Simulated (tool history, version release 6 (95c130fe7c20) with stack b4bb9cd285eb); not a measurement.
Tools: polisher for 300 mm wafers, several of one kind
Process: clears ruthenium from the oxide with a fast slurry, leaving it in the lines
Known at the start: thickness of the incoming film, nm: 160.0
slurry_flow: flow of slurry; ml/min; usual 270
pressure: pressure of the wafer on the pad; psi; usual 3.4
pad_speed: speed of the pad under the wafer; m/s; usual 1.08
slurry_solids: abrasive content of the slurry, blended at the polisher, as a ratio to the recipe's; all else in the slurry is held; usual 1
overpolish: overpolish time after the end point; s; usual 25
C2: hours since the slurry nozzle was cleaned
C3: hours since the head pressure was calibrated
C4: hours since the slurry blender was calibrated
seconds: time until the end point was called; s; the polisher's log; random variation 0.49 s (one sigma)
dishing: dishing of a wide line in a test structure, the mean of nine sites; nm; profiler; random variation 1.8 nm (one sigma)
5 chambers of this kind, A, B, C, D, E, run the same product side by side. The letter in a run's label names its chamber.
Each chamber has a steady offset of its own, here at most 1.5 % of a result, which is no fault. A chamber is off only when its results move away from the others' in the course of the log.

-- day=0.275 chamber D: worn pad replaced by a new one
run 1A day=0.483 | slurry_flow=270 pressure=3.4 pad_speed=1.08 slurry_solids=1 overpolish=25 | wafers_polished_on_this_pad=183 C2=423.5 C3=239.4 C4=209.6 | seconds=31.754 dishing=73.082
-- day=0.496 chamber E: worn pad replaced by a new one
-- day=0.938 chamber B: slurry nozzle cleaned
run 2D day=1.021 | slurry_flow=270 pressure=3.4 pad_speed=1.08 slurry_solids=1 overpolish=25 | wafers_polished_on_this_pad=186 C2=444.2 C3=252.2 C4=82.5 | seconds=33.585 dishing=72.151
-- day=1.042 chamber C: slurry nozzle cleaned
-- day=1.2 chamber C: worn pad replaced by a new one
run 3B day=1.408 | slurry_flow=270 pressure=3.4 pad_speed=1.08 slurry_solids=1 overpolish=25 | wafers_polished_on_this_pad=649 C2=11.4 C3=711 C4=196.1 | seconds=31.611 dishing=72.245
-- day=1.858 chamber B: slurry blender recalibrated
run 4E day=1.862 | slurry_flow=270 pressure=3.4 pad_speed=1.08 slurry_solids=1 overpolish=25 | wafers_polished_on_this_pad=341 C2=362.2 C3=156.8 C4=332.9 | seconds=32.736 dishing=72.915
run 5C day=2.154 | slurry_flow=270 pressure=3.4 pad_speed=1.08 slurry_solids=1 overpolish=25 | wafers_polished_on_this_pad=238 C2=26.7 C3=386.9 C4=64 | seconds=32.579 dishing=74.933
run 6C day=2.592 | slurry_flow=270 pressure=3.4 pad_speed=1.08 slurry_solids=1.25 overpolish=25 | wafers_polished_on_this_pad=347 C2=37.2 C3=397.4 C4=74.5 | seconds=29.614 dishing=81.703
-- day=2.7 chamber A: worn pad replaced by a new one
run 7A day=3.054 | slurry_flow=270 pressure=3.4 pad_speed=1.08 slurry_solids=1.25 overpolish=25 | wafers_polished_on_this_pad=88 C2=485.2 C3=301.1 C4=271.3 | seconds=29.923 dishing=78.121
-- day=3.196 chamber B: head pressure recalibrated
-- day=3.262 chamber E: worn pad replaced by a new one
-- day=3.308 chamber B: worn pad replaced by a new one
-- day=3.312 chamber E: slurry blender recalibrated
run 8E day=3.417 | slurry_flow=270 pressure=3.4 pad_speed=1.08 slurry_solids=1.25 overpolish=25 | wafers_polished_on_this_pad=38 C2=399.5 C3=194.1 C4=2.5 | seconds=30.058 dishing=79.434
run 9B day=3.829 | slurry_flow=270 pressure=3.4 pad_speed=1.08 slurry_solids=1.25 overpolish=25 | wafers_polished_on_this_pad=130 C2=69.5 C3=15.3 C4=47.4 | seconds=29.532 dishing=76.671
-- day=3.929 chamber E: slurry nozzle cleaned
run 10D day=4.15 | slurry_flow=270 pressure=3.4 pad_speed=1.08 slurry_solids=1.25 overpolish=25 | wafers_polished_on_this_pad=964 C2=519.3 C3=327.3 C4=157.6 | seconds=30.573 dishing=80.885
run 11D day=4.475 | slurry_flow=270 pressure=3.4 pad_speed=1.08 slurry_solids=1 overpolish=25 | wafers_polished_on_this_pad=1045 C2=527.1 C3=335.1 C4=165.4 | seconds=33.632 dishing=76.299
run 12B day=4.883 | slurry_flow=270 pressure=4.4 pad_speed=1.08 slurry_solids=1 overpolish=25 | wafers_polished_on_this_pad=392 C2=94.8 C3=40.6 C4=72.7 | seconds=25.082 dishing=87.255
-- day=5.217 chamber C: worn pad replaced by a new one
-- day=5.242 chamber A: worn pad replaced by a new one
run 13E day=5.404 | slurry_flow=270 pressure=4.4 pad_speed=1.08 slurry_solids=1 overpolish=25 | wafers_polished_on_this_pad=533 C2=35.5 C3=241.8 C4=50.2 | seconds=25.224 dishing=87.587
-- day=5.704 chamber D: worn pad replaced by a new one
run 14A day=5.854 | slurry_flow=270 pressure=4.4 pad_speed=1.08 slurry_solids=1 overpolish=25 | wafers_polished_on_this_pad=152 C2=552.4 C3=368.3 C4=338.5 | seconds=25.882 dishing=84.933
-- day=5.892 chamber A: slurry nozzle cleaned
-- day=6.246 chamber E: worn pad replaced by a new one
run 15C day=6.4 | slurry_flow=270 pressure=4.4 pad_speed=1.08 slurry_solids=1 overpolish=25 | wafers_polished_on_this_pad=294 C2=128.6 C3=488.8 C4=165.9 | seconds=25.798 dishing=83.793
run 16A day=6.725 | slurry_flow=270 pressure=4.4 pad_speed=1.08 slurry_solids=1 overpolish=25 | wafers_polished_on_this_pad=369 C2=20 C3=389.2 C4=359.4 | seconds=26.258 dishing=86.667
run 17C day=7.138 | slurry_flow=270 pressure=3.4 pad_speed=1.2 slurry_solids=0.9 overpolish=25 | wafers_polished_on_this_pad=478 C2=146.3 C3=506.5 C4=183.6 | seconds=30.986 dishing=76.224
run 18D day=7.508 | slurry_flow=270 pressure=3.4 pad_speed=1.2 slurry_solids=0.9 overpolish=25 | wafers_polished_on_this_pad=449 C2=599.9 C3=407.9 C4=238.2 | seconds=31.709 dishing=75.061
run 19B day=7.762 | slurry_flow=270 pressure=3.4 pad_speed=1.2 slurry_solids=0.9 overpolish=25 | wafers_polished_on_this_pad=1109 C2=163.9 C3=109.7 C4=141.8 | seconds=29.64 dishing=78.486
-- day=8.079 chamber B: worn pad replaced by a new one
run 20E day=8.192 | slurry_flow=270 pressure=3.4 pad_speed=1.2 slurry_solids=0.9 overpolish=25 | wafers_polished_on_this_pad=484 C2=102.4 C3=308.7 C4=117.1 | seconds=30.566 dishing=76.184
-- day=8.279 chamber A: head pressure recalibrated
-- day=8.475 chamber A: worn pad replaced by a new one
run 21E day=8.525 | slurry_flow=270 pressure=3.4 pad_speed=1.2 slurry_solids=0.9 overpolish=25 | wafers_polished_on_this_pad=567 C2=110.4 C3=316.7 C4=125.1 | seconds=31.36 dishing=79.579
-- day=8.983 chamber D: slurry nozzle cleaned
run 22A day=9.058 | slurry_flow=270 pressure=3.4 pad_speed=1.08 slurry_solids=1 overpolish=25 | wafers_polished_on_this_pad=145 C2=76 C3=18.8 C4=415.4 | seconds=36.57 dishing=71.375
-- day=9.292 chamber C: worn pad replaced by a new one
run 23D day=9.425 | slurry_flow=270 pressure=3.8 pad_speed=1.08 slurry_solids=1 overpolish=18 | wafers_polished_on_this_pad=926 C2=10.7 C3=453.9 C4=284.2 | seconds=30.278 dishing=64.107
-- day=9.492 chamber E: worn pad replaced by a new one
run 24B day=9.7 | slurry_flow=270 pressure=3.8 pad_speed=1.08 slurry_solids=1 overpolish=18 | wafers_polished_on_this_pad=403 C2=210.4 C3=156.2 C4=188.3 | seconds=28.903 dishing=63.457
run 25C day=10.204 | slurry_flow=270 pressure=3.8 pad_speed=1.08 slurry_solids=1 overpolish=18 | wafers_polished_on_this_pad=227 C2=219.9 C3=580.1 C4=257.2 | seconds=29.389 dishing=65.65
-- day=10.338 chamber D: head pressure recalibrated
-- day=10.338 chamber D: slurry blender recalibrated
run 26A day=10.588 | slurry_flow=270 pressure=3.8 pad_speed=1.08 slurry_solids=1 overpolish=18 | wafers_polished_on_this_pad=526 C2=112.7 C3=55.5 C4=452.1 | seconds=32.505 dishing=59.67
run 27E day=11.067 | slurry_flow=270 pressure=3.8 pad_speed=1.08 slurry_solids=1 overpolish=18 | wafers_polished_on_this_pad=392 C2=171.4 C3=377.7 C4=186.1 | seconds=29.046 dishing=64.971
-- day=11.112 chamber D: worn pad replaced by a new one
-- day=11.246 chamber A: worn pad replaced by a new one
run 28C day=11.492 | slurry_flow=270 pressure=3.4 pad_speed=1.08 slurry_solids=1 overpolish=25 | wafers_polished_on_this_pad=547 C2=250.8 C3=611 C4=288.1 | seconds=34.024 dishing=72.47
run 29D day=11.85 | slurry_flow=270 pressure=3.4 pad_speed=1.08 slurry_solids=1 overpolish=25 | wafers_polished_on_this_pad=184 C2=68.9 C3=36.3 C4=36.3 | seconds=33.325 dishing=71.028
-- day=11.988 chamber B: slurry blender recalibrated
-- day=12.025 chamber B: worn pad replaced by a new one
-- day=12.133 chamber E: worn pad replaced by a new one
run 30B day=12.283 | slurry_flow=270 pressure=2.7 pad_speed=1.08 slurry_solids=0.7 overpolish=25 | wafers_polished_on_this_pad=64 C2=272.4 C3=218.2 C4=7.1 | seconds=48.794 dishing=55.869
run 31E day=12.821 | slurry_flow=270 pressure=2.7 pad_speed=1.08 slurry_solids=0.7 overpolish=25 | wafers_polished_on_this_pad=171 C2=213.5 C3=419.8 C4=228.2 | seconds=49.659 dishing=54.61
-- day=12.904 chamber C: worn pad replaced by a new one
run 32B day=13.375 | slurry_flow=270 pressure=2.7 pad_speed=1.08 slurry_solids=0.7 overpolish=25 | wafers_polished_on_this_pad=335 C2=298.6 C3=244.4 C4=33.3 | seconds=48.313 dishing=56.664
run 33C day=13.679 | slurry_flow=270 pressure=2.7 pad_speed=1.08 slurry_solids=0.7 overpolish=25 | wafers_polished_on_this_pad=193 C2=303.3 C3=663.5 C4=340.6 | seconds=51.541 dishing=56.386
run 34D day=13.988 | slurry_flow=270 pressure=2.7 pad_speed=1.08 slurry_solids=0.7 overpolish=25 | wafers_polished_on_this_pad=715 C2=120.2 C3=87.6 C4=87.6 | seconds=49.378 dishing=55.175
run 35A day=14.388 | slurry_flow=270 pressure=3.4 pad_speed=1.08 slurry_solids=1 overpolish=25 | wafers_polished_on_this_pad=781 C2=203.9 C3=146.7 C4=543.3 | seconds=39.332 dishing=66.164
-- day=14.492 chamber A: worn pad replaced by a new one
run 36A day=14.742 | slurry_flow=270 pressure=3.4 pad_speed=1.08 slurry_solids=1 overpolish=25 | wafers_polished_on_this_pad=62 C2=212.4 C3=155.2 C4=551.8 | seconds=38.815 dishing=65.753

Next, every chamber runs the same settings. What will each give?
run 37A day=15.142 | slurry_flow=270 pressure=3.4 pad_speed=1.26 slurry_solids=1 overpolish=25 | seconds=? dishing=?
run 37B day=15.142 | slurry_flow=270 pressure=3.4 pad_speed=1.26 slurry_solids=1 overpolish=25 | seconds=? dishing=?
run 37C day=15.142 | slurry_flow=270 pressure=3.4 pad_speed=1.26 slurry_solids=1 overpolish=25 | seconds=? dishing=?
run 37D day=15.142 | slurry_flow=270 pressure=3.4 pad_speed=1.26 slurry_solids=1 overpolish=25 | seconds=? dishing=?
run 37E day=15.142 | slurry_flow=270 pressure=3.4 pad_speed=1.26 slurry_solids=1 overpolish=25 | seconds=? dishing=?

run=37A seconds=34.129 dishing=69.766
run=37B seconds=28.259 dishing=80.652
run=37C seconds=27.455 dishing=83.222
run=37D seconds=28.03 dishing=76.176
run=37E seconds=27.836 dishing=81.105
